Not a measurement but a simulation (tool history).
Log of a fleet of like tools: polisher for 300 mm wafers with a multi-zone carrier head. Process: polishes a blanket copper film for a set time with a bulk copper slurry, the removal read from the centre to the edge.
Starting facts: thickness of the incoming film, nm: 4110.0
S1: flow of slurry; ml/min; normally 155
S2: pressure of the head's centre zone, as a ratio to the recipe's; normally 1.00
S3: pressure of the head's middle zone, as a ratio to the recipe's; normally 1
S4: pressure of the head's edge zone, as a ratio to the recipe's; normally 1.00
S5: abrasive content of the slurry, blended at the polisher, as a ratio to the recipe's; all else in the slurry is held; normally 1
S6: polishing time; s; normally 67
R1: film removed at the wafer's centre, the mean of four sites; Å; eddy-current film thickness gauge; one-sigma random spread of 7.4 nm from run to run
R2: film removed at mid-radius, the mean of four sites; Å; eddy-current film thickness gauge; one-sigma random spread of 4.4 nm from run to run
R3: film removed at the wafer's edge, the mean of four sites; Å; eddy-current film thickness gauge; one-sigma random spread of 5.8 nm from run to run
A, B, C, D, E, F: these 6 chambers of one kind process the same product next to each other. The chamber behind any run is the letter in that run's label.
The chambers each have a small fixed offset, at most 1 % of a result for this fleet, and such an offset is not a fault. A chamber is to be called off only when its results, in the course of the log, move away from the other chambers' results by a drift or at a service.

run,hour,S1,S2,S3,S4,S5,S6,R1,R2,R3
1E,4.3,155,1.00,1,1.00,1,67,5070.2,5057.4,5026.4
2B,8.2,155,1.00,1,1.00,1,67,5025.6,5065.6,5032.4
# hour 10.0: chamber E: edge zone pressure recalibrated
# hour 10.7: chamber A: worn pad replaced by a new one
3A,12.2,155,1.00,1,1.00,1,67,5135.1,5067.0,5022.1
# hour 14.5: chamber E: worn pad replaced by a new one
4D,15.8,155,1.00,1,1.00,1,67,5024.5,5076.6,5067.6
5C,21.9,155,1.00,1,1.00,1,67,5031.7,5068.1,5131.4
6F,28.6,155,1.00,1,1.00,1,67,5063.1,5055.8,5188.1
# hour 31.2: chamber C: worn pad replaced by a new one
7C,33.9,155,1.00,1,1.00,1,67,4967.9,5128.9,5094.8
# hour 36.4: chamber A: centre zone pressure recalibrated
8E,38.2,155,1.00,1,1.00,1,67,5028.4,5047.0,5096.5
# hour 40.4: chamber A: edge zone pressure recalibrated
# hour 42.6: chamber B: worn pad replaced by a new one
9D,43.9,155,1.00,1,1.00,1,67,5123.1,5075.2,5146.9
10F,50.2,155,1.05,1,1.00,1,60,4849.9,4538.6,4568.6
11B,56.6,155,1.05,1,1.00,1,60,4735.4,4511.3,4517.3
12A,63.5,155,1.05,1,1.00,1,60,4740.0,4473.6,4459.1
# hour 65.5: chamber E: centre zone pressure recalibrated
13F,67.3,155,1.05,1,1.00,1,60,4746.7,4536.4,4593.9
# hour 67.9: chamber A: worn pad replaced by a new one
14D,70.8,155,1.05,1,1.00,1,60,4813.9,4538.5,4597.0
15B,76.1,155,1.05,1,1.00,1,60,4833.0,4545.6,4539.8
16E,81.1,155,1.00,1,1.00,1,67,4440.0,5110.8,5184.5
17A,85.0,155,1.00,1,1.00,1,67,5028.9,4995.9,5164.4
18C,92.1,155,1.00,1,1.00,1,67,4918.2,5092.1,5113.9
19C,97.9,155,1.00,1,1.00,1,67,5027.7,5074.2,5047.9
20D,102.8,110,1.00,1,1.00,1,67,4548.4,4647.2,4737.4
21F,108.5,110,1.00,1,1.00,1,67,4617.9,4766.1,4822.4
# hour 110.0: chamber E: worn pad replaced by a new one
22E,114.8,110,1.00,1,1.00,1,67,4008.2,4716.0,4889.8
23A,121.6,110,1.00,1,1.00,1,67,4632.6,4667.8,4792.9
# hour 123.6: chamber A: worn pad replaced by a new one
24B,125.6,110,1.00,1,1.00,1,67,4645.2,4705.8,4890.9
# hour 129.9: chamber D: worn pad replaced by a new one
# hour 131.0: chamber F: worn pad replaced by a new one
25E,132.0,110,1.00,1,1.00,1,67,3933.4,4763.0,4854.4
26C,135.5,155,1.00,1,1.00,1,67,5090.0,5096.1,5024.1
27F,140.4,155,1.00,1,1.00,1,67,5052.0,5092.2,5112.5
# hour 140.7: chamber C: edge zone pressure recalibrated
28D,145.2,155,1.00,1,1.00,1,67,5012.9,5049.4,5054.6
# hour 145.8: chamber C: centre zone pressure recalibrated
29A,150.5,155,1.00,1,1.00,1,67,5004.7,5136.3,5076.6
# hour 151.4: chamber B: worn pad replaced by a new one
# hour 155.9: chamber C: worn pad replaced by a new one
30B,157.5,155,1.00,1,1.00,1,67,4940.2,5054.6,5030.4
31A,161.1,200,1.00,1,1.07,1,67,5285.4,5173.4,5416.7
32C,168.2,200,1.00,1,1.07,1,67,5071.3,5389.5,5484.2
33E,175.5,200,1.00,1,1.07,1,67,4601.4,5260.4,5356.0
34D,181.4,200,1.00,1,1.07,1,67,5246.4,5254.4,5373.1
35B,185.2,200,1.00,1,1.07,1,67,5251.1,5303.0,5385.2
36F,188.9,200,1.00,1,1.07,1,67,5348.6,5247.4,5421.2
37C,192.5,155,1.00,1,1.00,1,67,5138.7,5052.5,5080.6
38B,199.0,155,1.00,1,1.00,1,67,4959.5,5098.0,5057.6
39F,202.4,155,1.00,1,1.00,1,67,5106.2,5145.3,5135.1

All 6 chambers run these settings next. Forecast each chamber's results:
40A,207.7,155,1.00,1,1.00,1,67,?,?,?
40B,207.7,155,1.00,1,1.00,1,67,?,?,?
40C,207.7,155,1.00,1,1.00,1,67,?,?,?
40D,207.7,155,1.00,1,1.00,1,67,?,?,?
40E,207.7,155,1.00,1,1.00,1,67,?,?,?
40F,207.7,155,1.00,1,1.00,1,67,?,?,?

run,R1,R2,R3
40A,5024.3,5036.3,5120.8
40B,4883.5,5043.9,5162.4
40C,5038.3,5152.1,5085.9
40D,4996.4,5073.7,5099.8
40E,4356.8,5055.0,5038.8
40F,5095.5,5075.9,5209.4
